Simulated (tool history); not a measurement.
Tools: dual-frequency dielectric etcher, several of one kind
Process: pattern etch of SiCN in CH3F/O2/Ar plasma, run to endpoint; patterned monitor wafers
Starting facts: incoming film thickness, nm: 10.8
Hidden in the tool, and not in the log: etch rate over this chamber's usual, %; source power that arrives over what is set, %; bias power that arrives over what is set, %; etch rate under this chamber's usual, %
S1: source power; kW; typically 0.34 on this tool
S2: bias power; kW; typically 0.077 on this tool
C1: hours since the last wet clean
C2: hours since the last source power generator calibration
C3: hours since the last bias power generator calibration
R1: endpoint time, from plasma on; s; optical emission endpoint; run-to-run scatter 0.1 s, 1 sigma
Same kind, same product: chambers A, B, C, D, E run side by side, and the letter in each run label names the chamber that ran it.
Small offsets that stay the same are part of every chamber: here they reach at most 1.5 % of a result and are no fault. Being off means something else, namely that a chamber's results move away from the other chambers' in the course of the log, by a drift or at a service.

Run 1D, hour 5.3: usual settings; C1 281.8; C2 2140.6; C3 3059.5. Result: R1 29.744 s.
Run 2C, hour 8.7: usual settings; C1 137.8; C2 2108.3; C3 2166.8. Result: R1 29.494 s.
Run 3A, hour 14.2: usual settings; C1 241.2; C2 321.1; C3 729. Result: R1 29.605 s.
Run 4E, hour 18.7: usual settings; C1 134.3; C2 710.7; C3 3068.6. Result: R1 29.98 s.
Run 5B, hour 25: usual settings but S1 0.37 kW, S2 0.087 kW; C1 80.3; C2 2505; C3 1239.7. Result: R1 27.719 s.
Run 6B, hour 31.4: usual settings but S1 0.37 kW, S2 0.087 kW; C1 86.7; C2 2511.4; C3 1246.1. Result: R1 27.664 s.
Run 7C, hour 37.7: usual settings but S1 0.37 kW, S2 0.087 kW; C1 166.8; C2 2137.3; C3 2195.8. Result: R1 27.393 s.
Run 8D, hour 42.4: usual settings but S1 0.37 kW, S2 0.087 kW; C1 318.9; C2 2177.7; C3 3096.6. Result: R1 27.696 s.
Run 9A, hour 46: usual settings but S1 0.37 kW, S2 0.087 kW; C1 273; C2 352.9; C3 760.8. Result: R1 27.269 s.
Run 10E, hour 52.4: usual settings; C1 168; C2 744.4; C3 3102.3. Result: R1 29.924 s.
Run 11D, hour 58.8: usual settings; C1 335.3; C2 2194.1; C3 3113. Result: R1 29.888 s.
Run 12C, hour 65.1: usual settings; C1 194.2; C2 2164.7; C3 2223.2. Result: R1 29.777 s.
Run 13A, hour 68.6: usual settings; C1 295.6; C2 375.5; C3 783.4. Result: R1 29.464 s.
Run 14E, hour 72.5: usual settings; C1 188.1; C2 764.5; C3 3122.4. Result: R1 30.193 s.
Run 15B, hour 77.9: usual settings; C1 133.2; C2 2557.9; C3 1292.6. Result: R1 29.895 s.
Run 16B, hour 84.4: usual settings but S2 0.063 kW; C1 139.7; C2 2564.4; C3 1299.1. Result: R1 32.128 s.
Run 17C, hour 89.5: usual settings but S2 0.063 kW; C1 218.6; C2 2189.1; C3 2247.6. Result: R1 31.728 s.
Run 18A, hour 93: usual settings but S2 0.063 kW; C1 320; C2 399.9; C3 807.8. Result: R1 31.684 s.
Run 19D, hour 99: usual settings but S2 0.063 kW; C1 375.5; C2 2234.3; C3 3153.2. Result: R1 32.217 s.
Run 20E, hour 102.5: usual settings but S2 0.063 kW; C1 218.1; C2 794.5; C3 3152.4. Result: R1 32.145 s.
Run 21E, hour 106.8: usual settings; C1 222.4; C2 798.8; C3 3156.7. Result: R1 30.048 s.
Run 22A, hour 112.6: usual settings; C1 339.6; C2 419.5; C3 827.4. Result: R1 29.59 s.
Run 23B, hour 118.3: usual settings; C1 173.6; C2 2598.3; C3 1333. Result: R1 29.852 s.
Run 24C, hour 121.1: usual settings; C1 250.2; C2 2220.7; C3 2279.2. Result: R1 29.788 s.
Run 25D, hour 125.1: usual settings; C1 401.6; C2 2260.4; C3 3179.3. Result: R1 29.76 s.
Run 26C, hour 130.6: usual settings; C1 259.7; C2 2230.2; C3 2288.7. Result: R1 29.621 s.
Run 27D, hour 136.9: usual settings; C1 413.4; C2 2272.2; C3 3191.1. Result: R1 29.811 s.
Run 28B, hour 142.3: usual settings; C1 197.6; C2 2622.3; C3 1357. Result: R1 29.67 s.
At hour 142.8: chamber D: wet clean of the chamber.
Run 29A, hour 147.8: usual settings; C1 374.8; C2 454.7; C3 862.6. Result: R1 29.44 s.
Run 30E, hour 153.2: usual settings but S2 0.083 kW; C1 268.8; C2 845.2; C3 3203.1. Result: R1 29.192 s.
Run 31C, hour 156.3: usual settings but S2 0.083 kW; C1 285.4; C2 2255.9; C3 2314.4. Result: R1 28.601 s.
Run 32B, hour 160.1: usual settings but S2 0.083 kW; C1 215.4; C2 2640.1; C3 1374.8. Result: R1 29.01 s.
Run 33D, hour 165.6: usual settings but S2 0.083 kW; C1 22.9; C2 2300.9; C3 3219.8. Result: R1 28.966 s.
Run 34E, hour 169.2: usual settings but S2 0.083 kW; C1 284.8; C2 861.2; C3 3219.1. Result: R1 29.201 s.
Run 35A, hour 172.1: usual settings; C1 399.1; C2 479; C3 886.9. Result: R1 29.601 s.
Run 36E, hour 176.7: usual settings but S1 0.31 kW; C1 292.3; C2 868.7; C3 3226.6. Result: R1 31.067 s.
Run 37A, hour 182.1: usual settings but S1 0.31 kW; C1 409.1; C2 489; C3 896.9. Result: R1 30.505 s.
Run 38C, hour 188.6: usual settings but S1 0.31 kW; C1 317.7; C2 2288.2; C3 2346.7. Result: R1 30.61 s.
Run 39D, hour 194.1: usual settings but S1 0.31 kW; C1 51.4; C2 2329.4; C3 3248.3. Result: R1 30.752 s.
Run 40B, hour 200.2: usual settings but S1 0.31 kW; C1 255.5; C2 2680.2; C3 1414.9. Result: R1 30.789 s.
Run 41C, hour 203.1: usual settings; C1 332.2; C2 2302.7; C3 2361.2. Result: R1 29.703 s.
Run 42D, hour 207.1: usual settings; C1 64.4; C2 2342.4; C3 3261.3. Result: R1 29.845 s.
Run 43E, hour 213.1: usual settings; C1 328.7; C2 905.1; C3 3263. Result: R1 30.035 s.

Is one chamber off against the others, does the gauge drift, or is nothing wrong? If a chamber is off, say which, and what the likeliest cause is.

The fleet is healthy, with each chamber sitting at its usual small offset and no drift in the gauge.

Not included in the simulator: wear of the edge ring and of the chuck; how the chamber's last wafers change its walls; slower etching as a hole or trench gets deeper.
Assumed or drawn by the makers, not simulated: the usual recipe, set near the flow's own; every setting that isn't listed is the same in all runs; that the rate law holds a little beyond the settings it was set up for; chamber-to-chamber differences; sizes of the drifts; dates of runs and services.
